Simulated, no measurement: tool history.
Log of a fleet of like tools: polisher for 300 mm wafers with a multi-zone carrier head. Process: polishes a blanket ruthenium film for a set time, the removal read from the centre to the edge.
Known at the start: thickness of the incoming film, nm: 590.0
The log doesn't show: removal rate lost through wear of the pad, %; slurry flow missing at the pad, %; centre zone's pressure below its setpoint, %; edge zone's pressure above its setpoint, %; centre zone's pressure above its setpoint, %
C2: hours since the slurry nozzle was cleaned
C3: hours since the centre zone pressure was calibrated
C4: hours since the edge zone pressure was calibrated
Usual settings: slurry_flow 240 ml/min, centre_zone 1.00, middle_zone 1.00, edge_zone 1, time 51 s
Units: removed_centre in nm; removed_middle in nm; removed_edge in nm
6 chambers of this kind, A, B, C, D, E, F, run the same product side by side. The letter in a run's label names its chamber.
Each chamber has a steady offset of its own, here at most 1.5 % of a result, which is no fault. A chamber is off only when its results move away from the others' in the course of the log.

{"run": "1B", "hour": 3.3, "slurry_flow": 240, "centre_zone": 1.0, "middle_zone": 1.0, "edge_zone": 1, "time": 51, "wafers polished on this pad": 514, "C2": 60.1, "C3": 404.9, "C4": 692.8, "removed_centre": 42.395, "removed_middle": 41.483, "removed_edge": 41.848}
{"hour": 6.5, "done": "chamber C: worn pad replaced by a new one"}
{"run": "2E", "hour": 8.8, "slurry_flow": 240, "centre_zone": 1.0, "middle_zone": 1.0, "edge_zone": 1, "time": 51, "wafers polished on this pad": 530, "C2": 280.6, "C3": 1152.4, "C4": 185.2, "removed_centre": 42.24, "removed_middle": 42.394, "removed_edge": 42.842}
{"run": "3A", "hour": 14.4, "slurry_flow": 240, "centre_zone": 1.0, "middle_zone": 1.0, "edge_zone": 1, "time": 51, "wafers polished on this pad": 675, "C2": 169.7, "C3": 394.1, "C4": 427.4, "removed_centre": 40.754, "removed_middle": 42.873, "removed_edge": 41.271}
{"run": "4F", "hour": 20.3, "slurry_flow": 240, "centre_zone": 1.0, "middle_zone": 1.0, "edge_zone": 1, "time": 51, "wafers polished on this pad": 530, "C2": 167.3, "C3": 418.7, "C4": 354.9, "removed_centre": 40.295, "removed_middle": 41.743, "removed_edge": 41.834}
{"hour": 23.5, "done": "chamber B: edge zone pressure recalibrated"}
{"run": "5D", "hour": 26.2, "slurry_flow": 240, "centre_zone": 1.0, "middle_zone": 1.0, "edge_zone": 1, "time": 51, "wafers polished on this pad": 1212, "C2": 662.9, "C3": 1055.5, "C4": 430.4, "removed_centre": 40.414, "removed_middle": 41.744, "removed_edge": 41.683}
{"hour": 31.1, "done": "chamber D: worn pad replaced by a new one"}
{"run": "6C", "hour": 31.4, "slurry_flow": 320, "centre_zone": 1.0, "middle_zone": 1.0, "edge_zone": 1, "time": 51, "wafers polished on this pad": 210, "C2": 106.4, "C3": 793.8, "C4": 949.8, "removed_centre": 42.072, "removed_middle": 42.98, "removed_edge": 42.29}
{"run": "7E", "hour": 36.5, "slurry_flow": 320, "centre_zone": 1.0, "middle_zone": 1.0, "edge_zone": 1, "time": 51, "wafers polished on this pad": 763, "C2": 308.3, "C3": 1180.1, "C4": 212.9, "removed_centre": 43.581, "removed_middle": 43.756, "removed_edge": 42.952}
{"run": "8C", "hour": 40.1, "slurry_flow": 320, "centre_zone": 1.0, "middle_zone": 1.0, "edge_zone": 1, "time": 51, "wafers polished on this pad": 283, "C2": 115.1, "C3": 802.5, "C4": 958.5, "removed_centre": 42.808, "removed_middle": 43.653, "removed_edge": 42.667}
{"run": "9D", "hour": 45.4, "slurry_flow": 320, "centre_zone": 1.0, "middle_zone": 1.0, "edge_zone": 1, "time": 51, "wafers polished on this pad": 120, "C2": 682.1, "C3": 1074.7, "C4": 449.6, "removed_centre": 43.326, "removed_middle": 43.066, "removed_edge": 42.882}
{"run": "10B", "hour": 51.4, "slurry_flow": 320, "centre_zone": 1.0, "middle_zone": 1.0, "edge_zone": 1, "time": 51, "wafers polished on this pad": 919, "C2": 108.2, "C3": 453.0, "C4": 28.0, "removed_centre": 43.728, "removed_middle": 43.821, "removed_edge": 42.2}
{"run": "11F", "hour": 55.2, "slurry_flow": 320, "centre_zone": 1.0, "middle_zone": 1.0, "edge_zone": 1, "time": 51, "wafers polished on this pad": 823, "C2": 202.2, "C3": 453.6, "C4": 389.8, "removed_centre": 40.913, "removed_middle": 42.346, "removed_edge": 41.165}
{"run": "12A", "hour": 58.1, "slurry_flow": 240, "centre_zone": 1.0, "middle_zone": 1.0, "edge_zone": 1, "time": 51, "wafers polished on this pad": 1042, "C2": 213.4, "C3": 437.8, "C4": 471.1, "removed_centre": 42.076, "removed_middle": 42.46, "removed_edge": 42.477}
{"hour": 62.6, "done": "chamber B: worn pad replaced by a new one"}
{"hour": 62.9, "done": "chamber F: worn pad replaced by a new one"}
{"run": "13F", "hour": 63.9, "slurry_flow": 240, "centre_zone": 1.0, "middle_zone": 1.0, "edge_zone": 1, "time": 51, "wafers polished on this pad": 9, "C2": 210.9, "C3": 462.3, "C4": 398.5, "removed_centre": 40.458, "removed_middle": 41.269, "removed_edge": 41.54}
{"hour": 66.6, "done": "chamber C: worn pad replaced by a new one"}
{"run": "14E", "hour": 67.3, "slurry_flow": 240, "centre_zone": 1.0, "middle_zone": 1.0, "edge_zone": 1, "time": 51, "wafers polished on this pad": 1022, "C2": 339.1, "C3": 1210.9, "C4": 243.7, "removed_centre": 41.675, "removed_middle": 42.37, "removed_edge": 42.033}
{"run": "15D", "hour": 73.5, "slurry_flow": 240, "centre_zone": 1.0, "middle_zone": 1.0, "edge_zone": 1, "time": 51, "wafers polished on this pad": 356, "C2": 710.2, "C3": 1102.8, "C4": 477.7, "removed_centre": 41.719, "removed_middle": 41.274, "removed_edge": 42.595}
{"hour": 75.2, "done": "chamber A: worn pad replaced by a new one"}
{"hour": 75.2, "done": "chamber A: slurry nozzle cleaned"}
{"run": "16B", "hour": 79.9, "slurry_flow": 240, "centre_zone": 1.0, "middle_zone": 1.0, "edge_zone": 1, "time": 51, "wafers polished on this pad": 146, "C2": 136.7, "C3": 481.5, "C4": 56.5, "removed_centre": 42.357, "removed_middle": 42.451, "removed_edge": 41.985}
{"hour": 82.2, "done": "chamber D: slurry nozzle cleaned"}
{"run": "17C", "hour": 83.4, "slurry_flow": 240, "centre_zone": 1.0, "middle_zone": 1.0, "edge_zone": 1, "time": 51, "wafers polished on this pad": 141, "C2": 158.4, "C3": 845.8, "C4": 1001.8, "removed_centre": 40.486, "removed_middle": 41.843, "removed_edge": 41.389}
{"run": "18A", "hour": 87.8, "slurry_flow": 240, "centre_zone": 1.0, "middle_zone": 1.0, "edge_zone": 1, "time": 51, "wafers polished on this pad": 105, "C2": 12.6, "C3": 467.5, "C4": 500.8, "removed_centre": 41.637, "removed_middle": 42.426, "removed_edge": 41.305}
{"run": "19C", "hour": 93.7, "slurry_flow": 240, "centre_zone": 1.0, "middle_zone": 1.0, "edge_zone": 1, "time": 51, "wafers polished on this pad": 228, "C2": 168.7, "C3": 856.1, "C4": 1012.1, "removed_centre": 41.743, "removed_middle": 41.549, "removed_edge": 40.757}
{"run": "20D", "hour": 97.5, "slurry_flow": 240, "centre_zone": 1.0, "middle_zone": 1.0, "edge_zone": 1, "time": 51, "wafers polished on this pad": 558, "C2": 15.3, "C3": 1126.8, "C4": 501.7, "removed_centre": 40.894, "removed_middle": 41.534, "removed_edge": 41.298}
{"hour": 102.1, "done": "chamber A: centre zone pressure recalibrated"}
{"hour": 102.6, "done": "chamber D: centre zone pressure recalibrated"}
{"run": "21A", "hour": 103.1, "slurry_flow": 240, "centre_zone": 1.0, "middle_zone": 1.0, "edge_zone": 1, "time": 51, "wafers polished on this pad": 234, "C2": 27.9, "C3": 1.0, "C4": 516.1, "removed_centre": 43.051, "removed_middle": 42.134, "removed_edge": 41.52}
{"run": "22E", "hour": 106.2, "slurry_flow": 240, "centre_zone": 1.08, "middle_zone": 1.05, "edge_zone": 1, "time": 51, "wafers polished on this pad": 1349, "C2": 378.0, "C3": 1249.8, "C4": 282.6, "removed_centre": 45.377, "removed_middle": 43.949, "removed_edge": 42.16}
{"hour": 107.4, "done": "chamber E: worn pad replaced by a new one"}
{"run": "23B", "hour": 110.0, "slurry_flow": 240, "centre_zone": 1.08, "middle_zone": 1.05, "edge_zone": 1, "time": 51, "wafers polished on this pad": 399, "C2": 166.8, "C3": 511.6, "C4": 86.6, "removed_centre": 45.3, "removed_middle": 43.865, "removed_edge": 41.204}
{"run": "24F", "hour": 115.4, "slurry_flow": 240, "centre_zone": 1.08, "middle_zone": 1.05, "edge_zone": 1, "time": 51, "wafers polished on this pad": 441, "C2": 262.4, "C3": 513.8, "C4": 450.0, "removed_centre": 43.516, "removed_middle": 42.112, "removed_edge": 41.048}
{"hour": 119.4, "done": "chamber C: centre zone pressure recalibrated"}
{"run": "25D", "hour": 120.3, "slurry_flow": 240, "centre_zone": 1.08, "middle_zone": 1.05, "edge_zone": 1, "time": 51, "wafers polished on this pad": 749, "C2": 38.1, "C3": 17.8, "C4": 524.5, "removed_centre": 44.803, "removed_middle": 43.216, "removed_edge": 42.601}
{"run": "26E", "hour": 124.5, "slurry_flow": 240, "centre_zone": 1.08, "middle_zone": 1.05, "edge_zone": 1, "time": 51, "wafers polished on this pad": 144, "C2": 396.3, "C3": 1268.1, "C4": 300.9, "removed_centre": 45.123, "removed_middle": 44.449, "removed_edge": 42.465}
{"run": "27B", "hour": 130.0, "slurry_flow": 240, "centre_zone": 1.08, "middle_zone": 1.05, "edge_zone": 1, "time": 51, "wafers polished on this pad": 567, "C2": 186.8, "C3": 531.6, "C4": 106.6, "removed_centre": 46.378, "removed_middle": 43.79, "removed_edge": 41.585}
{"hour": 130.8, "done": "chamber C: worn pad replaced by a new one"}
{"run": "28C", "hour": 135.4, "slurry_flow": 240, "centre_zone": 1.0, "middle_zone": 1.0, "edge_zone": 1, "time": 51, "wafers polished on this pad": 39, "C2": 210.4, "C3": 16.0, "C4": 1053.8, "removed_centre": 42.057, "removed_middle": 41.856, "removed_edge": 41.751}
{"run": "29F", "hour": 141.1, "slurry_flow": 240, "centre_zone": 1.0, "middle_zone": 1.0, "edge_zone": 1, "time": 51, "wafers polished on this pad": 657, "C2": 288.1, "C3": 539.5, "C4": 475.7, "removed_centre": 40.188, "removed_middle": 40.318, "removed_edge": 40.346}
{"run": "30A", "hour": 146.2, "slurry_flow": 240, "centre_zone": 1.0, "middle_zone": 1.0, "edge_zone": 1, "time": 51, "wafers polished on this pad": 596, "C2": 71.0, "C3": 44.1, "C4": 559.2, "removed_centre": 42.355, "removed_middle": 41.918, "removed_edge": 41.307}
{"run": "31F", "hour": 151.3, "slurry_flow": 240, "centre_zone": 1.0, "middle_zone": 1.0, "edge_zone": 1, "time": 51, "wafers polished on this pad": 743, "C2": 298.3, "C3": 549.7, "C4": 485.9, "removed_centre": 38.96, "removed_middle": 39.095, "removed_edge": 40.511}
{"run": "32B", "hour": 155.1, "slurry_flow": 280, "centre_zone": 0.95, "middle_zone": 1.0, "edge_zone": 1, "time": 51, "wafers polished on this pad": 778, "C2": 211.9, "C3": 556.7, "C4": 131.7, "removed_centre": 40.902, "removed_middle": 42.514, "removed_edge": 42.209}
{"run": "33D", "hour": 160.7, "slurry_flow": 280, "centre_zone": 0.95, "middle_zone": 1.0, "edge_zone": 1, "time": 51, "wafers polished on this pad": 1089, "C2": 78.5, "C3": 58.2, "C4": 564.9, "removed_centre": 39.193, "removed_middle": 41.595, "removed_edge": 43.084}
{"run": "34A", "hour": 165.9, "slurry_flow": 280, "centre_zone": 0.95, "middle_zone": 1.0, "edge_zone": 1, "time": 51, "wafers polished on this pad": 762, "C2": 90.7, "C3": 63.8, "C4": 578.9, "removed_centre": 40.03, "removed_middle": 43.103, "removed_edge": 43.488}
{"run": "35C", "hour": 169.8, "slurry_flow": 280, "centre_zone": 0.95, "middle_zone": 1.0, "edge_zone": 1, "time": 51, "wafers polished on this pad": 328, "C2": 244.8, "C3": 50.4, "C4": 1088.2, "removed_centre": 39.873, "removed_middle": 42.884, "removed_edge": 42.933}
{"run": "36E", "hour": 174.1, "slurry_flow": 280, "centre_zone": 0.95, "middle_zone": 1.0, "edge_zone": 1, "time": 51, "wafers polished on this pad": 561, "C2": 445.9, "C3": 1317.7, "C4": 350.5, "removed_centre": 40.63, "removed_middle": 43.07, "removed_edge": 42.664}
{"hour": 174.3, "done": "chamber E: edge zone pressure recalibrated"}
{"run": "37A", "hour": 178.5, "slurry_flow": 280, "centre_zone": 0.95, "middle_zone": 1.0, "edge_zone": 1, "time": 51, "wafers polished on this pad": 868, "C2": 103.3, "C3": 76.4, "C4": 591.5, "removed_centre": 40.48, "removed_middle": 43.292, "removed_edge": 43.191}
{"run": "38E", "hour": 182.9, "slurry_flow": 240, "centre_zone": 1.0, "middle_zone": 1.0, "edge_zone": 1, "time": 51, "wafers polished on this pad": 635, "C2": 454.7, "C3": 1326.5, "C4": 8.6, "removed_centre": 41.637, "removed_middle": 42.03, "removed_edge": 43.093}

All 6 chambers run these settings next. Forecast each chamber's results:
{"run": "39A", "hour": 187.5, "slurry_flow": 240, "centre_zone": 1.0, "middle_zone": 1.0, "edge_zone": 1, "time": 43, "removed_centre": "?", "removed_middle": "?", "removed_edge": "?"}
{"run": "39B", "hour": 187.5, "slurry_flow": 240, "centre_zone": 1.0, "middle_zone": 1.0, "edge_zone": 1, "time": 43, "removed_centre": "?", "removed_middle": "?", "removed_edge": "?"}
{"run": "39C", "hour": 187.5, "slurry_flow": 240, "centre_zone": 1.0, "middle_zone": 1.0, "edge_zone": 1, "time": 43, "removed_centre": "?", "removed_middle": "?", "removed_edge": "?"}
{"run": "39D", "hour": 187.5, "slurry_flow": 240, "centre_zone": 1.0, "middle_zone": 1.0, "edge_zone": 1, "time": 43, "removed_centre": "?", "removed_middle": "?", "removed_edge": "?"}
{"run": "39E", "hour": 187.5, "slurry_flow": 240, "centre_zone": 1.0, "middle_zone": 1.0, "edge_zone": 1, "time": 43, "removed_centre": "?", "removed_middle": "?", "removed_edge": "?"}
{"run": "39F", "hour": 187.5, "slurry_flow": 240, "centre_zone": 1.0, "middle_zone": 1.0, "edge_zone": 1, "time": 43, "removed_centre": "?", "removed_middle": "?", "removed_edge": "?"}

run=39A removed_centre=34.697 removed_middle=35.928 removed_edge=34.753
run=39B removed_centre=35.924 removed_middle=35.406 removed_edge=34.720
run=39C removed_centre=34.642 removed_middle=35.318 removed_edge=34.902
run=39D removed_centre=35.701 removed_middle=34.679 removed_edge=36.040
run=39E removed_centre=34.442 removed_middle=36.102 removed_edge=34.964
run=39F removed_centre=32.007 removed_middle=32.487 removed_edge=33.257
